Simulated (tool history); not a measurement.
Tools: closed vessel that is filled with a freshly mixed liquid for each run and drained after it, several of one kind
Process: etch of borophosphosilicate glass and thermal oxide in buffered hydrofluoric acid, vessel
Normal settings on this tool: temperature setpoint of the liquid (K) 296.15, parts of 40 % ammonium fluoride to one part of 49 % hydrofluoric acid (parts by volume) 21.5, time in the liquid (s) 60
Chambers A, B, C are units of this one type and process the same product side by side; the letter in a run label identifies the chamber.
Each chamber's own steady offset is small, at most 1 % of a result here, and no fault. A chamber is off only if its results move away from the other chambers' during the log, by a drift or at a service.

run    day  temperature setpoint of the liquid (K)  parts of 40 % ammonium fluoride to one part of 49 % hydrofluoric acid (parts by volume)  time in the liquid (s)  hours since the thermometer was replaced  hours since the hydrofluoric acid flow meter was replaced  read-back film thickness of the borophosphosilicate glass reference wafer, read on the same gauge (nm)  read-back film thickness of the thermal oxide reference wafer, read on the same gauge (nm)  thickness taken off the borophosphosilicate glass on a monitor wafer (nm)  thickness taken off the thermal oxide on a monitor wafer (nm)
 1B  0.171                                  296.15                                                                                     21.5                      60                                     331.4                                                      989.2                                                                                                  90.016                                                                                      40.041                                                                     41.972                                                         31.105
 2C  0.367                                  296.15                                                                                     21.5                      60                                    1553.4                                                      782.5                                                                                                  90.003                                                                                      40.017                                                                     42.139                                                         31.282
 3A  0.500                                  296.15                                                                                     21.5                      60                                    2050.8                                                      509.9                                                                                                  89.991                                                                                      39.969                                                                     42.129                                                         31.054
 4C  0.700                                  296.15                                                                                     21.5                      60                                    1561.4                                                      790.5                                                                                                  89.995                                                                                      39.990                                                                     42.488                                                         31.263
 5A  0.933                                  296.15                                                                                     21.5                      60                                    2061.2                                                      520.3                                                                                                  89.984                                                                                      39.973                                                                     42.455                                                         30.956
 6B  1.112                                  298.15                                                                                     21.5                      60                                     354.0                                                     1011.8                                                                                                  90.023                                                                                      39.990                                                                     46.920                                                         34.690
 7A  1.346                                  298.15                                                                                     21.5                      60                                    2071.1                                                      530.2                                                                                                  90.046                                                                                      40.013                                                                     46.961                                                         34.424
 8B  1.550                                  298.15                                                                                     21.5                      60                                     364.5                                                     1022.3                                                                                                  90.049                                                                                      40.035                                                                     47.250                                                         34.949
 9C  1.692                                  296.15                                                                                     21.5                      60                                    1585.2                                                      814.3                                                                                                  90.002                                                                                      40.041                                                                     42.260                                                         31.104
10B  1.908                                  296.15                                                                                     21.5                      60                                     373.1                                                     1030.9                                                                                                  89.987                                                                                      40.012                                                                     42.254                                                         31.123
     2.025  -- chamber A: thermometer replaced
11A  2.050                                  296.15                                                                                     21.5                      60                                       0.6                                                      547.1                                                                                                  90.009                                                                                      39.970                                                                     42.568                                                         30.910
12C  2.283                                  296.15                                                                                     21.5                      60                                    1599.4                                                      828.5                                                                                                  90.010                                                                                      39.990                                                                     42.701                                                         30.900
13C  2.504                                  296.15                                                                                     21.5                      60                                    1604.7                                                      833.8                                                                                                  90.031                                                                                      40.011                                                                     42.180                                                         31.385
14B  2.746                                  296.15                                                                                     21.5                      60                                     393.2                                                     1051.0                                                                                                  89.997                                                                                      39.940                                                                     42.406                                                         31.104
15A  3.012                                  296.15                                                                                     18.5                      60                                      23.7                                                      570.2                                                                                                  89.989                                                                                      39.972                                                                     48.283                                                         35.491
16B  3.179                                  296.15                                                                                     18.5                      60                                     403.6                                                     1061.4                                                                                                  89.996                                                                                      39.991                                                                     48.009                                                         35.082
     3.304  -- chamber A: hydrofluoric acid flow meter replaced
17A  3.388                                  296.15                                                                                     18.5                      60                                      32.7                                                        2.0                                                                                                  89.965                                                                                      40.014                                                                     48.346                                                         35.392
18C  3.583                                  296.15                                                                                     26.0                      60                                    1630.6                                                      859.7                                                                                                  90.014                                                                                      40.004                                                                     36.887                                                         27.304
19A  3.779                                  296.15                                                                                     26.0                      60                                      42.1                                                       11.4                                                                                                  90.037                                                                                      39.998                                                                     36.806                                                         27.057
20B  4.025                                  296.15                                                                                     26.0                      60                                     423.9                                                     1081.7                                                                                                  89.962                                                                                      39.950                                                                     36.515                                                         27.250
21C  4.275                                  296.15                                                                                     21.5                      60                                    1647.2                                                      876.3                                                                                                  89.997                                                                                      40.006                                                                     42.371                                                         31.002
     4.504  -- chamber C: thermometer replaced
22B  4.529                                  296.15                                                                                     21.5                      60                                     436.0                                                     1093.8                                                                                                  89.992                                                                                      40.020                                                                     42.272                                                         31.274
23C  4.792                                  296.15                                                                                     21.5                      60                                       6.9                                                      888.7                                                                                                  90.010                                                                                      40.000                                                                     42.249                                                         31.342
24A  4.929                                  296.15                                                                                     21.5                      60                                      69.7                                                       39.0                                                                                                  90.035                                                                                      40.042                                                                     42.244                                                         31.039
25A  5.100                                  296.15                                                                                     21.5                      60                                      73.8                                                       43.1                                                                                                  89.980                                                                                      39.964                                                                     41.880                                                         30.871
26B  5.262                                  296.15                                                                                     21.5                      60                                     453.6                                                     1111.4                                                                                                  90.008                                                                                      39.993                                                                     42.144                                                         30.949
27C  5.525                                  296.15                                                                                     21.5                      60                                      24.5                                                      906.3                                                                                                  89.977                                                                                      40.028                                                                     42.449                                                         30.987
28C  5.654                                  296.15                                                                                     21.5                      60                                      27.6                                                      909.4                                                                                                  90.024                                                                                      40.015                                                                     42.273                                                         30.853
29A  5.779                                  296.15                                                                                     21.5                      60                                      90.1                                                       59.4                                                                                                  90.016                                                                                      39.976                                                                     42.136                                                         30.990
30B  6.029                                  296.15                                                                                     21.5                      60                                     472.0                                                     1129.8                                                                                                  89.990                                                                                      40.016                                                                     42.148                                                         31.210
31A  6.167                                  296.15                                                                                     21.5                      60                                      99.4                                                       68.7                                                                                                  89.994                                                                                      40.023                                                                     42.503                                                         30.691
32B  6.433                                  296.15                                                                                     21.5                      60                                     481.7                                                     1139.5                                                                                                  90.006                                                                                      39.967                                                                     42.159                                                         31.259
33C  6.625                                  296.15                                                                                     21.5                      60                                      50.9                                                      932.7                                                                                                  90.014                                                                                      40.022                                                                     42.636                                                         31.159
34C  6.896                                  296.15                                                                                     21.5                      60                                      57.4                                                      939.2                                                                                                  90.042                                                                                      39.997                                                                     42.444                                                         31.151
35B  7.075                                  296.15                                                                                     21.5                      60                                     497.1                                                     1154.9                                                                                                  89.993                                                                                      40.038                                                                     42.356                                                         31.131
36A  7.254                                  296.15                                                                                     21.5                      60                                     125.5                                                       94.8                                                                                                  89.987                                                                                      40.023                                                                     42.248                                                         30.766
37B  7.500                                  296.15                                                                                     21.5                      60                                     507.3                                                     1165.1                                                                                                  90.004                                                                                      40.012                                                                     42.062                                                         31.193
38C  7.729                                  296.15                                                                                     21.5                      60                                      77.4                                                      959.2                                                                                                  90.018                                                                                      39.973                                                                     42.369                                                         31.082
39A  7.850                                  296.15                                                                                     21.5                      60                                     139.8                                                      109.1                                                                                                  89.966                                                                                      40.033                                                                     41.753                                                         31.038
40A  8.038                                  296.15                                                                                     21.5                      60                                     144.3                                                      113.6                                                                                                  89.994                                                                                      39.948                                                                     42.293                                                         31.036
41B  8.175                                  296.15                                                                                     21.5                      60                                     523.5                                                     1181.3                                                                                                  90.018                                                                                      40.018                                                                     41.891                                                         31.146
42C  8.371                                  296.15                                                                                     21.5                      60                                      92.8                                                      974.6                                                                                                  89.976                                                                                      39.993                                                                     42.603                                                         31.284

Predict what each chamber gives when all 3 of them run the settings below next.
43A  8.562                                  296.15                                                                                     21.5                      60                                                                                                                                                                                                                                                                                                                                                                                   ?                                                              ?
43B  8.562                                  296.15                                                                                     21.5                      60                                                                                                                                                                                                                                                                                                                                                                                   ?                                                              ?
43C  8.562                                  296.15                                                                                     21.5                      60                                                                                                                                                                                                                                                                                                                                                                                   ?                                                              ?

run  thickness taken off the borophosphosilicate glass on a monitor wafer (nm)  thickness taken off the thermal oxide on a monitor wafer (nm)
43A                                                                     41.983                                                         31.268
43B                                                                     41.906                                                         31.373
43C                                                                     42.368                                                         30.984
